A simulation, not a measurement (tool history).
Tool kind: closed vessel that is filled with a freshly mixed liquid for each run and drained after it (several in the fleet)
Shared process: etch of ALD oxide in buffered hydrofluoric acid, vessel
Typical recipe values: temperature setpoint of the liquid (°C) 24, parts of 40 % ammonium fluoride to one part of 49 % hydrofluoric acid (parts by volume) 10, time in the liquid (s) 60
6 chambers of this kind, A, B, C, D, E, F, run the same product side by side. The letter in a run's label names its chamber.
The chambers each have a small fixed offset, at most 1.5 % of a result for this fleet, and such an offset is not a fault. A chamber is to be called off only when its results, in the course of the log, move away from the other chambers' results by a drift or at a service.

| run | hour | temperature setpoint of the liquid (°C) | parts of 40 % ammonium fluoride to one part of 49 % hydrofluoric acid (parts by volume) | time in the liquid (s) | read-back film thickness of the ALD oxide reference wafer, read on the same gauge (nm) | thickness taken off the ALD oxide on a monitor wafer (angstrom) |
|---|---|---|---|---|---|---|
| 1C | 7.5 | 24 | 10 | 60 | 120 | 761.42 |
|  | 8.8 | chamber D: hydrofluoric acid flow meter replaced |
| 2F | 12.7 | 24 | 10 | 60 | 119.99 | 744.76 |
| 3D | 19 | 24 | 10 | 60 | 120.01 | 729.39 |
| 4E | 29.1 | 24 | 10 | 60 | 119.99 | 744.17 |
| 5A | 37.6 | 24 | 10 | 60 | 120.02 | 757.49 |
| 6B | 45.6 | 24 | 10 | 60 | 120 | 749.07 |
|  | 55.9 | chamber A: thermometer replaced |
| 7F | 56.4 | 24 | 10 | 60 | 119.99 | 753.67 |
| 8C | 68.2 | 24 | 10 | 60 | 119.99 | 750.07 |
| 9B | 78.7 | 24 | 10 | 60 | 120.01 | 747.77 |
| 10E | 84.9 | 24 | 10 | 60 | 120.02 | 740.29 |
| 11D | 92.9 | 24 | 10 | 60 | 119.98 | 733.61 |
| 12A | 103.9 | 24 | 10 | 60 | 120.01 | 753.02 |
| 13D | 114.5 | 24 | 10 | 60 | 120 | 740.49 |
| 14E | 125.9 | 24 | 10 | 60 | 120 | 749.8 |
| 15A | 132.1 | 24 | 10 | 60 | 120.01 | 743.29 |
| 16F | 142.5 | 24 | 10 | 60 | 119.98 | 739.35 |
| 17C | 154 | 24 | 10 | 60 | 120 | 753.9 |
| 18B | 160.7 | 24 | 10 | 60 | 120.01 | 747.85 |
| 19B | 169.3 | 24 | 8.5 | 30 | 120.01 | 427.68 |
| 20F | 177.8 | 24 | 8.5 | 30 | 119.99 | 423.68 |
| 21E | 184.6 | 24 | 8.5 | 30 | 120 | 422.6 |
|  | 185.2 | chamber C: hydrofluoric acid flow meter replaced |
| 22C | 193 | 24 | 8.5 | 30 | 119.98 | 429.05 |
| 23A | 198.4 | 24 | 8.5 | 30 | 120.01 | 433.95 |
| 24D | 207.8 | 24 | 8.5 | 30 | 120 | 417.87 |
| 25F | 213.8 | 24 | 10 | 60 | 120.01 | 736.92 |
| 26B | 222.1 | 24 | 10 | 60 | 120.01 | 745.3 |
| 27E | 227.7 | 24 | 10 | 60 | 119.98 | 734.56 |
| 28C | 233.2 | 24 | 10 | 60 | 119.98 | 754.17 |
| 29A | 238.5 | 24 | 10 | 60 | 119.98 | 766.34 |
| 30D | 250.2 | 24 | 10 | 60 | 120.02 | 742.49 |
| 31F | 260 | 24 | 10 | 60 | 120.01 | 752.78 |
| 32E | 271.8 | 24 | 10 | 60 | 119.97 | 732.65 |
| 33B | 281.8 | 24 | 10 | 60 | 120.01 | 749.84 |
| 34C | 288.8 | 24 | 10 | 60 | 119.98 | 750.76 |
| 35A | 300.5 | 24 | 10 | 60 | 120.01 | 757.7 |
| 36D | 310.7 | 24 | 10 | 60 | 120 | 741.2 |
| 37E | 318.6 | 24 | 10 | 60 | 119.99 | 735.56 |
| 38B | 323.8 | 24 | 10 | 60 | 120.01 | 743.15 |
| 39A | 329.7 | 24 | 10 | 60 | 120.02 | 755.74 |
| 40C | 336.7 | 22 | 10 | 60 | 120 | 663.97 |
| 41D | 343.3 | 22 | 10 | 60 | 120.02 | 663.63 |

What goes on in this fleet: one chamber off, a drifting gauge, or nothing beyond the chambers' own small offsets? Name the chamber and the cause, if any.

All chambers stay in line apart from their small fixed offsets, and the gauge does not drift.
